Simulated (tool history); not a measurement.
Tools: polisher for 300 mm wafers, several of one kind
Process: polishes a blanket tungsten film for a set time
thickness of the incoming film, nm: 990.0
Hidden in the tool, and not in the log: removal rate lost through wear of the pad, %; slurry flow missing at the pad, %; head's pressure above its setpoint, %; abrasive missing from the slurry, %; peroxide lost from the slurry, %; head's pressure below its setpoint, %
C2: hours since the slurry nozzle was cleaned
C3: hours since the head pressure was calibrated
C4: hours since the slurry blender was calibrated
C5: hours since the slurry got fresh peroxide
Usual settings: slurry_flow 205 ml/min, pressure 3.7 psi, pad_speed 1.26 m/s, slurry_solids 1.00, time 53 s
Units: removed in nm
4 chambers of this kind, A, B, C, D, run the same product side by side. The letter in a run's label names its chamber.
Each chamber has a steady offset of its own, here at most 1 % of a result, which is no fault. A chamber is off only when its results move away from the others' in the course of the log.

At hour 4.9: chamber B: slurry nozzle cleaned.
Run 1B, hour 6.6: usual settings; wafers polished on this pad 798; C2 1.7; C3 106.2; C4 390.3; C5 100.6. Result: removed 345.49 nm.
Run 2D, hour 13.5: usual settings; wafers polished on this pad 907; C2 255.2; C3 705.0; C4 148.8; C5 58.7. Result: removed 345.26 nm.
Run 3A, hour 18.6: usual settings; wafers polished on this pad 640; C2 129.9; C3 243.7; C4 254.4; C5 63.9. Result: removed 342.99 nm.
Run 4C, hour 27.5: usual settings; wafers polished on this pad 849; C2 265.0; C3 141.2; C4 140.3; C5 150.0. Result: removed 346.87 nm.
Run 5D, hour 36.3: usual settings; wafers polished on this pad 1130; C2 278.0; C3 727.8; C4 171.6; C5 81.5. Result: removed 344.12 nm.
At hour 37.2: chamber B: worn pad replaced by a new one.
At hour 42.5: chamber A: head pressure recalibrated.
At hour 46.5: chamber B: slurry blender recalibrated.
Run 6C, hour 46.9: usual settings; wafers polished on this pad 1039; C2 284.4; C3 160.6; C4 159.7; C5 169.4. Result: removed 344.94 nm.
Run 7B, hour 55.6: usual settings; wafers polished on this pad 180; C2 50.7; C3 155.2; C4 9.1; C5 149.6. Result: removed 346.39 nm.
At hour 62.8: chamber A: worn pad replaced by a new one.
Run 8A, hour 63.2: usual settings; wafers polished on this pad 4; C2 174.5; C3 20.7; C4 299.0; C5 108.5. Result: removed 343.73 nm.
At hour 66.2: chamber B: slurry tank refilled with fresh slurry and peroxide.
Run 9C, hour 70.0: usual settings; wafers polished on this pad 1264; C2 307.5; C3 183.7; C4 182.8; C5 192.5. Result: removed 345.31 nm.
At hour 71.2: chamber D: slurry tank refilled with fresh slurry and peroxide.
At hour 78.2: chamber D: worn pad replaced by a new one.
Run 10B, hour 79.2: usual settings; wafers polished on this pad 410; C2 74.3; C3 178.8; C4 32.7; C5 13.0. Result: removed 341.25 nm.
At hour 84.0: chamber C: slurry tank refilled with fresh slurry and peroxide.
Run 11A, hour 89.4: usual settings; wafers polished on this pad 260; C2 200.7; C3 46.9; C4 325.2; C5 134.7. Result: removed 342.64 nm.
At hour 91.7: chamber C: worn pad replaced by a new one.
Run 12D, hour 94.4: usual settings; wafers polished on this pad 158; C2 336.1; C3 785.9; C4 229.7; C5 23.2. Result: removed 340.38 nm.
Run 13A, hour 105.3: usual settings; wafers polished on this pad 415; C2 216.6; C3 62.8; C4 341.1; C5 150.6. Result: removed 342.96 nm.
At hour 105.7: chamber C: slurry blender recalibrated.
Run 14B, hour 114.1: usual settings but pressure 2.8 psi, slurry_solids 1.25; wafers polished on this pad 751; C2 109.2; C3 213.7; C4 67.6; C5 47.9. Result: removed 273.88 nm.
Run 15D, hour 121.6: usual settings but pressure 2.8 psi, slurry_solids 1.25; wafers polished on this pad 424; C2 363.3; C3 813.1; C4 256.9; C5 50.4. Result: removed 272.07 nm.
Run 16C, hour 127.2: usual settings but pressure 2.8 psi, slurry_solids 1.25; wafers polished on this pad 347; C2 364.7; C3 240.9; C4 21.5; C5 43.2. Result: removed 278.89 nm.
Run 17D, hour 136.6: usual settings but pressure 2.8 psi, slurry_solids 1.25; wafers polished on this pad 570; C2 378.3; C3 828.1; C4 271.9; C5 65.4. Result: removed 270.03 nm.
At hour 140.4: chamber B: worn pad replaced by a new one.
At hour 142.0: chamber C: slurry nozzle cleaned.
Run 18A, hour 143.9: usual settings; wafers polished on this pad 792; C2 255.2; C3 101.4; C4 379.7; C5 189.2. Result: removed 340.97 nm.
Run 19B, hour 154.6: usual settings; wafers polished on this pad 139; C2 149.7; C3 254.2; C4 108.1; C5 88.4. Result: removed 342.43 nm.
At hour 154.8: chamber A: worn pad replaced by a new one.
Run 20C, hour 160.9: usual settings; wafers polished on this pad 676; C2 19.0; C3 274.6; C4 55.2; C5 76.9. Result: removed 344.18 nm.
Run 21B, hour 166.6: usual settings; wafers polished on this pad 256; C2 161.7; C3 266.2; C4 120.1; C5 100.4. Result: removed 346.30 nm.
Run 22C, hour 176.6: usual settings; wafers polished on this pad 830; C2 34.7; C3 290.3; C4 70.9; C5 92.6. Result: removed 344.63 nm.
At hour 178.7: chamber D: slurry tank refilled with fresh slurry and peroxide.
Run 23D, hour 182.0: usual settings; wafers polished on this pad 1014; C2 423.7; C3 873.5; C4 317.3; C5 3.3. Result: removed 342.50 nm.
Run 24A, hour 188.6: usual settings; wafers polished on this pad 330; C2 299.9; C3 146.1; C4 424.4; C5 233.9. Result: removed 331.50 nm.
Run 25B, hour 196.8: usual settings; wafers polished on this pad 551; C2 191.9; C3 296.4; C4 150.3; C5 130.6. Result: removed 343.00 nm.
At hour 202.3: chamber D: slurry blender recalibrated.
Run 26C, hour 202.3: usual settings; wafers polished on this pad 1081; C2 60.4; C3 316.0; C4 96.6; C5 118.3. Result: removed 348.39 nm.
Run 27A, hour 207.9: usual settings; wafers polished on this pad 519; C2 319.2; C3 165.4; C4 443.7; C5 253.2. Result: removed 329.25 nm.
Run 28D, hour 214.4: usual settings; wafers polished on this pad 1330; C2 456.1; C3 905.9; C4 12.1; C5 35.7. Result: removed 340.71 nm.
Run 29C, hour 222.3: usual settings but slurry_flow 185 ml/min, pressure 2.8 psi; wafers polished on this pad 1276; C2 80.4; C3 336.0; C4 116.6; C5 138.3. Result: removed 260.12 nm.
At hour 226.3: chamber B: slurry tank refilled with fresh slurry and peroxide.
Run 30A, hour 227.9: usual settings but slurry_flow 185 ml/min, pressure 2.8 psi; wafers polished on this pad 714; C2 339.2; C3 185.4; C4 463.7; C5 273.2. Result: removed 246.49 nm.
Run 31D, hour 234.2: usual settings but slurry_flow 185 ml/min, pressure 2.8 psi; wafers polished on this pad 1524; C2 475.9; C3 925.7; C4 31.9; C5 55.5. Result: removed 256.24 nm.
At hour 235.1: chamber C: worn pad replaced by a new one.
At hour 235.4: chamber D: worn pad replaced by a new one.
Run 32B, hour 244.4: usual settings but slurry_flow 185 ml/min, pressure 2.8 psi; wafers polished on this pad 1016; C2 239.5; C3 344.0; C4 197.9; C5 18.2. Result: removed 256.43 nm.
At hour 247.3: chamber B: worn pad replaced by a new one.
At hour 249.0: chamber A: worn pad replaced by a new one.
Run 33B, hour 251.1: usual settings but slurry_flow 270 ml/min, slurry_solids 1.20; wafers polished on this pad 37; C2 246.2; C3 350.7; C4 204.6; C5 24.9. Result: removed 375.22 nm.
Run 34C, hour 259.1: usual settings but slurry_flow 270 ml/min, slurry_solids 1.20; wafers polished on this pad 234; C2 117.2; C3 372.8; C4 153.4; C5 175.1. Result: removed 374.42 nm.
Run 35A, hour 264.8: usual settings but slurry_flow 270 ml/min, slurry_solids 1.20; wafers polished on this pad 154; C2 376.1; C3 222.3; C4 500.6; C5 310.1. Result: removed 346.37 nm.
Run 36D, hour 270.1: usual settings but slurry_flow 270 ml/min, slurry_solids 1.20; wafers polished on this pad 339; C2 511.8; C3 961.6; C4 67.8; C5 91.4. Result: removed 365.81 nm.
At hour 272.4: chamber C: slurry tank refilled with fresh slurry and peroxide.
Run 37C, hour 277.0: usual settings; wafers polished on this pad 409; C2 135.1; C3 390.7; C4 171.3; C5 4.6. Result: removed 345.55 nm.
At hour 280.6: chamber D: slurry tank refilled with fresh slurry and peroxide.
Run 38A, hour 287.8: usual settings; wafers polished on this pad 379; C2 399.1; C3 245.3; C4 523.6; C5 333.1. Result: removed 322.22 nm.
Run 39B, hour 294.1: usual settings but slurry_flow 150 ml/min, time 70 s; wafers polished on this pad 457; C2 289.2; C3 393.7; C4 247.6; C5 67.9. Result: removed 436.35 nm.
At hour 296.8: chamber A: slurry blender recalibrated.
At hour 297.1: chamber A: slurry nozzle cleaned.
Run 40D, hour 303.9: usual settings but slurry_flow 150 ml/min, time 70 s; wafers polished on this pad 669; C2 545.6; C3 995.4; C4 101.6; C5 23.4. Result: removed 429.00 nm.
Run 41A, hour 312.8: usual settings but slurry_flow 150 ml/min, time 70 s; wafers polished on this pad 623; C2 15.8; C3 270.3; C4 16.1; C5 358.1. Result: removed 402.78 nm.
At hour 314.0: chamber D: head pressure recalibrated.
Run 42D, hour 317.9: usual settings but slurry_flow 150 ml/min, time 70 s; wafers polished on this pad 806; C2 559.6; C3 4.0; C4 115.6; C5 37.4. Result: removed 434.38 nm.
At hour 322.7: chamber C: slurry blender recalibrated.
Run 43C, hour 325.4: usual settings; wafers polished on this pad 882; C2 183.5; C3 439.1; C4 2.8; C5 53.0. Result: removed 342.70 nm.

What goes on in this fleet: one chamber off, a drifting gauge, or nothing beyond the chambers' own small offsets? Name the chamber and the cause, if any.

Chamber A drifts away from the others.
Cause: peroxide lost from the slurry, % = 19.7.
The log may not tell that from: head's pressure below its setpoint, %.

Here are 4 candidates for chamber A's next run, each the usual settings with a change, their results left as question marks. Which one brings its results back in line with what the others give on the usual settings?
In line means no further than this from the other chambers' mean on the usual settings: removed 7.80 nm
Run 44A-1, hour 333.2: usual settings but pad_speed 1.36 m/s. Result: removed ?.
Run 44A-2, hour 333.2: usual settings but slurry_flow 200 ml/min, pressure 3.2 psi, slurry_solids 0.95. Result: removed ?.
Run 44A-3, hour 333.2: usual settings but pressure 3.6 psi, pad_speed 1.22 m/s, time 52 s. Result: removed ?.
Run 44A-4, hour 333.2: usual settings but pad_speed 1.36 m/s, time 58 s. Result: removed ?.

The other chambers' mean on the usual settings: removed 344.52 nm
  run  removed
44A-1   341.08
44A-2   269.53
44A-3   292.56
44A-4   373.26
44A-1 brings the chamber back in line.
